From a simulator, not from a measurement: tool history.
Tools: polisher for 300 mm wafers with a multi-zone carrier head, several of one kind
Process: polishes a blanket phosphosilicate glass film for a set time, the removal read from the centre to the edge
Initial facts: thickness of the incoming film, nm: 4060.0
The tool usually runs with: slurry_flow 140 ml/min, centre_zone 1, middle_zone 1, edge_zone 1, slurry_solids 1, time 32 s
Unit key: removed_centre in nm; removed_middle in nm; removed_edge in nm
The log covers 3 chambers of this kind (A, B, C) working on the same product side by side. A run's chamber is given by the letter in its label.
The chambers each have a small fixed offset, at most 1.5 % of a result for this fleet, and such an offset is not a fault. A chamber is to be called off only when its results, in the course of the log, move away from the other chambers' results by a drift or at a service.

run	day	slurry_flow	centre_zone	middle_zone	edge_zone	slurry_solids	time	removed_centre	removed_middle	removed_edge
1C	0.229	140	1	1	1	1	32	271.01	267.88	271.89
2A	0.383	140	1	1	1	1	32	263.55	265.5	273.55
3B	0.633	140	1	1	1	1	32	272.38	270.95	273.23
4A	0.85	140	1	1	1	1	32	268.32	267.48	276.07
5C	0.962	140	1	1	1	1	32	271.13	269.78	265.17
6B	1.204	140	1	1	1	1	32	269.02	274.89	267.74
7A	1.421	140	1	1.08	1	1.15	32	285.42	312.46	290.09
8B	1.538	140	1	1.08	1	1.15	32	290.95	316.44	285.29
9C	1.654	140	1	1.08	1	1.15	32	281.4	305.37	282.73
10A	1.779	140	1	1	1	1	32	267.18	270.62	269.05
# day 1.867: chamber C: worn pad replaced by a new one
11B	1.896	140	1	1	1	1	32	272.14	272.55	262.57
# day 1.988: chamber B: centre zone pressure recalibrated
12C	2.038	140	1	1	1	1	32	267.39	275.21	271.45
# day 2.062: chamber C: slurry nozzle cleaned
13B	2.296	115	1	1.05	1	1	32	257.91	269.84	261.41
# day 2.329: chamber C: centre zone pressure recalibrated
14C	2.5	115	1	1.05	1	1	32	231.5	269.91	258.17
15A	2.638	115	1	1.05	1	1	32	251.11	266.01	267.76
16B	2.796	140	1.07	1	1	1	28	254.84	235.18	237.95
# day 2.929: chamber B: worn pad replaced by a new one
17A	3.017	140	1.07	1	1	1	28	252.04	231.94	234.81
18C	3.246	140	1.07	1	1	1	28	226.94	237.83	235.83
19A	3.462	140	1	1	1	1	32	262.33	273.53	275.73
20B	3.592	140	1	1	1	1	32	275.09	272.69	264.66
21C	3.717	140	1.08	1	1	1	39	325.16	333.56	328.87
22B	3.862	140	1.08	1	1	1	39	360.61	335.84	338.59
23A	4.021	140	1.08	1	1	1	39	358.03	335.16	322.47
24C	4.233	140	1	1	1	1	32	241.25	271.38	266.4
25C	4.433	140	1	1	1	1	32	239.21	272.18	265.02
26A	4.654	140	1	1	1	1	32	268.08	264.67	271.22
27B	4.808	140	1	1	1	1	32	273.09	277.54	271.32
28A	5.038	140	1	1	1	1	32	264.25	270.45	262.89
29C	5.2	120	1	1.07	1	1	32	233.09	274.56	268.05

Next, all 3 chambers run the settings below, one line each with question marks for the results. What does each chamber give?
30A	5.388	160	1	1	1	1	32	?	?	?
30B	5.388	160	1	1	1	1	32	?	?	?
30C	5.388	160	1	1	1	1	32	?	?	?

run	removed_centre	removed_middle	removed_edge
30A	274.39	276.35	273.8
30B	280.19	282.74	281.5
30C	248.48	278.36	273.58

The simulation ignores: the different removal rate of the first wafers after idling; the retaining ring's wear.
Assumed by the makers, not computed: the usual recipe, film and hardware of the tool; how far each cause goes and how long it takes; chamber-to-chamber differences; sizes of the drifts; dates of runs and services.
